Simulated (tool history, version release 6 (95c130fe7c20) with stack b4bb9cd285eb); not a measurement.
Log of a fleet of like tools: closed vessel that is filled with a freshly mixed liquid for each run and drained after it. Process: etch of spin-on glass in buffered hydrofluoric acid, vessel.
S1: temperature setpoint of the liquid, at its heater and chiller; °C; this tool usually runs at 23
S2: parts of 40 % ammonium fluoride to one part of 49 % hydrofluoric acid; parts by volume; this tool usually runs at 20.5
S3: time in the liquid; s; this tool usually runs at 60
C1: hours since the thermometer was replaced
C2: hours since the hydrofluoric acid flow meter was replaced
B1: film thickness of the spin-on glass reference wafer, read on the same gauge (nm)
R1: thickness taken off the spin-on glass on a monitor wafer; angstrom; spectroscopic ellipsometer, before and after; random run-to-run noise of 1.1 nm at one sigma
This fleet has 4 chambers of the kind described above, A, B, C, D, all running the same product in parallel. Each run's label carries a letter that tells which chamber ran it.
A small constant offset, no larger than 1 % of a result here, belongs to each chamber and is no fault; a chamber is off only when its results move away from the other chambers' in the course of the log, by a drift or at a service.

| run | hour | S1 | S2 | S3 | C1 | C2 | B1 | R1 |
|---|---|---|---|---|---|---|---|---|
| 1C | 7.5 | 23 | 20.5 | 60 | 1450.2 | 79.2 | 130.00 | 1143.1 |
| 2B | 14.9 | 23 | 20.5 | 60 | 2299.2 | 894.7 | 129.98 | 1158.5 |
| 3D | 21.8 | 23 | 20.5 | 60 | 217.4 | 284.6 | 130.01 | 1153.0 |
| 4A | 30.3 | 23 | 20.5 | 60 | 2796.4 | 1215.0 | 130.00 | 1135.2 |
| 5D | 42.5 | 23 | 20.5 | 60 | 238.1 | 305.3 | 130.01 | 1132.1 |
| 6A | 55.8 | 23 | 20.5 | 60 | 2821.9 | 1240.5 | 130.00 | 1114.6 |
|  | 60.5 | chamber A: thermometer replaced |
| 7C | 66.5 | 23 | 20.5 | 60 | 1509.2 | 138.2 | 130.01 | 1147.8 |
| 8B | 74.5 | 23 | 20.5 | 60 | 2358.8 | 954.3 | 129.99 | 1150.3 |
| 9B | 86.8 | 23 | 20.5 | 60 | 2371.1 | 966.6 | 129.98 | 1148.7 |
| 10A | 96.3 | 23 | 20.5 | 60 | 35.9 | 1281.0 | 130.01 | 1126.3 |
| 11C | 105.2 | 23 | 20.5 | 60 | 1547.9 | 176.9 | 129.98 | 1149.0 |
| 12D | 120.0 | 23 | 20.5 | 60 | 315.6 | 382.8 | 129.98 | 1128.0 |
| 13B | 130.3 | 23 | 20.5 | 60 | 2414.6 | 1010.1 | 130.00 | 1147.4 |
| 14C | 139.0 | 23 | 20.5 | 60 | 1581.7 | 210.7 | 130.00 | 1132.3 |
| 15D | 149.2 | 23 | 20.5 | 60 | 344.8 | 412.0 | 130.02 | 1139.2 |
| 16A | 159.1 | 23 | 20.5 | 60 | 98.7 | 1343.8 | 129.98 | 1148.2 |
| 17A | 174.4 | 23 | 20.5 | 60 | 114.0 | 1359.1 | 130.01 | 1132.5 |
| 18C | 181.5 | 23 | 20.5 | 60 | 1624.2 | 253.2 | 130.00 | 1124.2 |
| 19D | 196.7 | 23 | 20.5 | 60 | 392.3 | 459.5 | 130.00 | 1153.8 |
| 20B | 211.8 | 23 | 20.5 | 60 | 2496.1 | 1091.6 | 129.99 | 1121.3 |
| 21D | 223.4 | 23 | 20.5 | 60 | 419.0 | 486.2 | 129.97 | 1129.2 |
| 22C | 234.2 | 23 | 20.5 | 60 | 1676.9 | 305.9 | 130.02 | 1142.9 |
| 23B | 249.0 | 23 | 20.5 | 60 | 2533.3 | 1128.8 | 130.00 | 1141.8 |
| 24A | 256.9 | 23 | 20.5 | 60 | 196.5 | 1441.6 | 130.00 | 1169.1 |
| 25A | 269.5 | 23 | 20.5 | 60 | 209.1 | 1454.2 | 129.97 | 1191.3 |
| 26B | 283.9 | 23 | 20.5 | 60 | 2568.2 | 1163.7 | 130.03 | 1137.6 |
| 27C | 295.6 | 23 | 20.5 | 60 | 1738.3 | 367.3 | 129.99 | 1139.0 |
| 28D | 304.4 | 23 | 20.5 | 60 | 500.0 | 567.2 | 130.01 | 1122.6 |
| 29A | 313.7 | 23 | 20.5 | 60 | 253.3 | 1498.4 | 130.01 | 1187.5 |
| 30B | 324.4 | 23 | 20.5 | 60 | 2608.7 | 1204.2 | 130.00 | 1143.0 |
| 31D | 334.2 | 23 | 20.5 | 60 | 529.8 | 597.0 | 130.02 | 1141.1 |

Next, every chamber runs the same settings. What will each give?
| 32A | 345.5 | 23 | 20.5 | 60 |  |  |  | ? |
| 32B | 345.5 | 23 | 20.5 | 60 |  |  |  | ? |
| 32C | 345.5 | 23 | 20.5 | 60 |  |  |  | ? |
| 32D | 345.5 | 23 | 20.5 | 60 |  |  |  | ? |

| run | R1 |
|---|---|
| 32A | 1247.5 |
| 32B | 1148.5 |
| 32C | 1147.1 |
| 32D | 1139.1 |
